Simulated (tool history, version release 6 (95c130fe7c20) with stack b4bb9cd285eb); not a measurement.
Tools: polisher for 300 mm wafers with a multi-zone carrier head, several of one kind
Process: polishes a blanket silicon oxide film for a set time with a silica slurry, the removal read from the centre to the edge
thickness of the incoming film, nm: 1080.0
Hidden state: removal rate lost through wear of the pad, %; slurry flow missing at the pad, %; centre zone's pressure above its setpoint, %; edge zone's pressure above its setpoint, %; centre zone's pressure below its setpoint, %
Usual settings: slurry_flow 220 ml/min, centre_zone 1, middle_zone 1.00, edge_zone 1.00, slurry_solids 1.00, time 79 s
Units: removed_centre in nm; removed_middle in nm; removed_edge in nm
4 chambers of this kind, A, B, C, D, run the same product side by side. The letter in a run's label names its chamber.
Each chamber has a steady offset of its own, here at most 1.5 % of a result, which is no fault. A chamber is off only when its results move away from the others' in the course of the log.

run	hour	slurry_flow	centre_zone	middle_zone	edge_zone	slurry_solids	time	wafers polished on this pad	hours since the slurry nozzle was cleaned	hours since the centre zone pressure was calibrated	hours since the edge zone pressure was calibrated	removed_centre	removed_middle	removed_edge
# hour 4.9: chamber D: worn pad replaced by a new one
1A	11.6	220	1	1.00	1.00	1.00	79	449	28.8	717.3	526.2	300.30	308.65	317.01
2C	21.5	220	1	1.00	1.00	1.00	79	518	93.5	544.5	108.1	302.67	310.99	311.22
3D	31.6	220	1	1.00	1.00	1.00	79	259	75.4	161.3	641.7	302.61	304.68	312.67
# hour 39.9: chamber B: worn pad replaced by a new one
4B	40.6	220	1	1.00	1.00	1.00	79	7	66.3	506.0	912.0	305.17	315.07	309.85
# hour 40.7: chamber A: worn pad replaced by a new one
# hour 53.0: chamber C: centre zone pressure recalibrated
5B	53.2	220	1	1.00	1.00	1.00	79	129	78.9	518.6	924.6	307.19	306.88	306.00
6C	60.7	220	1	1.00	1.00	1.00	79	897	132.7	7.8	147.3	310.21	311.64	306.01
7A	71.8	220	1	1.00	1.06	1.25	79	300	89.0	777.5	586.4	343.26	339.62	351.88
8D	81.4	220	1	1.00	1.06	1.25	79	740	125.2	211.1	691.5	334.18	337.08	354.95
9D	93.9	220	1	1.00	1.06	1.25	79	861	137.7	223.6	704.0	333.21	336.41	343.49
# hour 97.5: chamber D: worn pad replaced by a new one
10B	106.5	220	1	1.00	1.06	1.25	79	644	132.2	571.9	977.9	343.46	343.13	352.22
11C	114.5	220	1	1.00	1.00	1.00	79	1417	186.5	61.6	201.1	310.83	316.22	310.80
# hour 115.4: chamber C: worn pad replaced by a new one
12A	125.2	220	1	1.00	1.00	1.00	79	817	142.4	830.9	639.8	306.76	307.68	311.19
# hour 129.4: chamber A: edge zone pressure recalibrated
# hour 134.4: chamber A: worn pad replaced by a new one
13D	134.5	220	1	1.00	1.00	1.00	79	358	178.3	264.2	744.6	312.18	305.67	304.42
# hour 138.1: chamber C: slurry nozzle cleaned
14A	141.3	220	1	1.00	1.00	1.00	79	67	158.5	847.0	12.0	310.46	310.92	306.61
15C	147.9	220	1	1.00	1.00	1.00	79	314	9.9	95.0	234.5	310.17	310.42	306.21
16B	159.2	220	1	1.00	1.00	1.00	79	1154	184.9	624.6	1030.6	308.75	305.30	311.26
# hour 161.2: chamber B: worn pad replaced by a new one
17C	168.8	220	1	1.00	1.00	1.00	79	516	30.8	115.9	255.4	311.93	310.30	308.03
18D	175.6	220	1	1.00	1.00	1.00	79	755	219.4	305.3	785.7	309.00	305.34	303.99
19B	188.5	220	1	1.00	1.00	1.00	79	264	214.2	653.9	1059.9	308.37	311.29	312.21
# hour 191.9: chamber D: worn pad replaced by a new one
20A	198.7	220	1	1.00	1.00	1.00	79	622	215.9	904.4	69.4	310.37	306.81	311.34
# hour 208.3: chamber A: slurry nozzle cleaned
21A	210.1	220	1	1.00	1.00	1.00	79	732	1.9	915.8	80.8	309.59	308.91	308.80
22D	221.7	220	1	1.00	1.00	1.00	79	288	265.5	351.4	831.8	310.77	308.53	310.00
# hour 225.5: chamber B: centre zone pressure recalibrated
23C	229.0	220	1	1.00	1.00	1.00	79	1098	91.0	176.1	315.6	305.89	304.52	304.64
# hour 235.8: chamber A: worn pad replaced by a new one
24B	236.6	220	1	1.06	1.00	1.00	79	729	262.3	11.1	1108.0	273.80	327.28	309.66
# hour 240.8: chamber D: slurry nozzle cleaned
25B	246.0	220	1	1.06	1.00	1.00	79	820	271.7	20.5	1117.4	280.93	336.01	310.99
26D	258.9	220	1	1.06	1.00	1.00	79	648	18.1	388.6	869.0	310.38	321.89	301.74
# hour 262.2: chamber B: worn pad replaced by a new one
# hour 263.2: chamber C: worn pad replaced by a new one
27A	269.3	220	1	1.06	1.00	1.00	79	324	61.1	975.0	140.0	314.82	326.29	309.65
28C	279.4	220	1	1.00	1.00	1.00	79	157	141.4	226.5	366.0	314.46	313.17	309.06
29C	290.2	220	1	1.00	1.00	1.00	79	261	152.2	237.3	376.8	309.88	308.89	306.74
30A	301.8	220	1	1.00	1.00	1.00	79	638	93.6	1007.5	172.5	309.22	305.20	312.44
# hour 307.9: chamber D: worn pad replaced by a new one
31B	309.9	220	1	1.00	1.00	1.00	79	461	335.6	84.4	1181.3	277.21	307.93	310.50
32D	316.1	220	1	1.00	1.00	1.00	79	79	75.3	445.8	926.2	308.50	308.42	313.75
# hour 317.5: chamber A: worn pad replaced by a new one
33C	322.4	220	1	1.00	1.00	1.00	52	572	184.4	269.5	409.0	201.61	200.58	202.33
34D	334.5	220	1	1.00	1.00	1.00	52	257	93.7	464.2	944.6	202.66	205.72	199.59
35A	347.1	220	1	1.00	1.00	1.00	52	286	138.9	1052.8	217.8	197.81	199.94	198.51
36B	353.6	220	1	1.00	1.00	1.00	52	884	379.3	128.1	1225.0	182.30	203.98	201.52
# hour 356.3: chamber C: slurry nozzle cleaned
# hour 364.9: chamber A: centre zone pressure recalibrated
37B	365.8	220	1	1.00	1.00	1.00	79	1002	391.5	140.3	1237.2	274.12	311.69	311.26
38A	378.1	220	1	1.00	1.00	1.00	79	586	169.9	13.2	248.8	303.92	312.10	306.53
39C	388.0	220	1	1.00	1.00	1.00	79	1207	31.8	335.1	474.6	318.92	309.87	308.80

Is one chamber off against the others, does the gauge drift, or is nothing wrong? If a chamber is off, say which, and what the likeliest cause is.

A service left chamber B off against the others.
Cause: centre zone's pressure below its setpoint, % = 8.62.

Here are 4 candidates for chamber B's next run, each the usual settings with a change, their results left as question marks. Which one brings its results back in line with what the others give on the usual settings?
In line means no further than this from the other chambers' mean on the usual settings: removed_centre 12.00 nm; removed_middle 13.00 nm; removed_edge 14.00 nm
40B-1	397.4	215	0.91	1.02	1.03	1.00	78					?	?	?
40B-2	397.4	210	0.83	1.05	1.06	1.00	78					?	?	?
40B-3	397.4	225	1.09	0.98	0.97	1.00	80					?	?	?
40B-4	397.4	235	1.17	0.95	0.93	1.00	82					?	?	?

The other chambers' mean on the usual settings: removed_centre 308.25 nm; removed_middle 307.92 nm; removed_edge 308.63 nm
run	removed_centre	removed_middle	removed_edge
40B-1	244.27	308.40	307.28
40B-2	219.61	315.87	311.21
40B-3	307.69	306.43	306.83
40B-4	342.68	306.81	309.11
40B-3 brings the chamber back in line.

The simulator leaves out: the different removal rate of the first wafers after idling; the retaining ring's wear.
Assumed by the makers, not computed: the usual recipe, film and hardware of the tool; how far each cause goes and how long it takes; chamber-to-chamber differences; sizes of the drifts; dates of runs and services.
